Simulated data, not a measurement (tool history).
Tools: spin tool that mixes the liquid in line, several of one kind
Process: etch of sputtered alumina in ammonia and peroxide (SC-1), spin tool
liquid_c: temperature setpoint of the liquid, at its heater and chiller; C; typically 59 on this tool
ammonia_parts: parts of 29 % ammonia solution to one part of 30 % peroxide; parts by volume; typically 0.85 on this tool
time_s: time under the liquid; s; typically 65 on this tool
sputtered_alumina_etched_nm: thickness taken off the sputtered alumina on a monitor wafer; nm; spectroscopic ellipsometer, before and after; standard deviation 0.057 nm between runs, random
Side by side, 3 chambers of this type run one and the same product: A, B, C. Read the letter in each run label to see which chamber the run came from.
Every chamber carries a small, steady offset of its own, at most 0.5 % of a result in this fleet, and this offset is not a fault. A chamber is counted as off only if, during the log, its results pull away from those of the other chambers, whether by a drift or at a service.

| run | hour | liquid_c | ammonia_parts | time_s | read-back film thickness of the sputtered alumina reference wafer, read on the same gauge (nm) | sputtered_alumina_etched_nm |
|---|---|---|---|---|---|---|
| 1B | 6.9 | 59 | 0.85 | 65 | 89.99 | 5.8208 |
| 2A | 12.6 | 59 | 0.85 | 65 | 90.003 | 5.6791 |
| 3C | 18.9 | 59 | 0.85 | 65 | 90.012 | 5.8027 |
| 4C | 25 | 59 | 0.85 | 65 | 90.016 | 5.8954 |
| 5A | 33.4 | 59 | 0.85 | 65 | 90.006 | 5.7265 |
|  | 36 | chamber A: heated supply line repaired |
| 6B | 41.7 | 59 | 0.85 | 65 | 90.004 | 5.7788 |
| 7B | 46.9 | 59 | 0.85 | 65 | 89.995 | 5.895 |
| 8C | 54.4 | 59 | 0.85 | 65 | 90.015 | 5.8503 |
| 9A | 61.2 | 59 | 0.85 | 65 | 90.013 | 5.8223 |
|  | 61.5 | chamber B: new drum of ammonia solution connected |
| 10A | 69.9 | 59 | 0.85 | 65 | 90.032 | 5.807 |
| 11C | 74.5 | 59 | 0.85 | 65 | 89.974 | 5.7103 |
| 12B | 83.5 | 59 | 0.85 | 65 | 89.992 | 5.7796 |
| 13B | 87.7 | 59 | 0.85 | 65 | 90.003 | 5.8007 |
| 14C | 96.1 | 59 | 0.85 | 30 | 89.96 | 2.5889 |
| 15A | 102.6 | 59 | 0.85 | 30 | 90.004 | 2.6704 |
| 16B | 106.7 | 59 | 0.85 | 30 | 90.009 | 2.6882 |
| 17C | 114.8 | 59 | 0.85 | 65 | 90.01 | 5.4815 |
| 18A | 121.8 | 59 | 0.85 | 65 | 89.984 | 5.9583 |
| 19B | 130.1 | 59 | 0.85 | 30 | 90.035 | 2.6599 |
| 20A | 139 | 59 | 0.85 | 30 | 90.011 | 2.6762 |
| 21C | 148.1 | 59 | 0.85 | 30 | 89.998 | 2.4933 |

For the next run the whole fleet of 3 chambers uses the same settings. Give each chamber's results:
| 22A | 154.7 | 59 | 0.7 | 65 |  | ? |
| 22B | 154.7 | 59 | 0.7 | 65 |  | ? |
| 22C | 154.7 | 59 | 0.7 | 65 |  | ? |

| run | sputtered_alumina_etched_nm |
|---|---|
| 22A | 5.7396 |
| 22B | 5.6502 |
| 22C | 5.1348 |

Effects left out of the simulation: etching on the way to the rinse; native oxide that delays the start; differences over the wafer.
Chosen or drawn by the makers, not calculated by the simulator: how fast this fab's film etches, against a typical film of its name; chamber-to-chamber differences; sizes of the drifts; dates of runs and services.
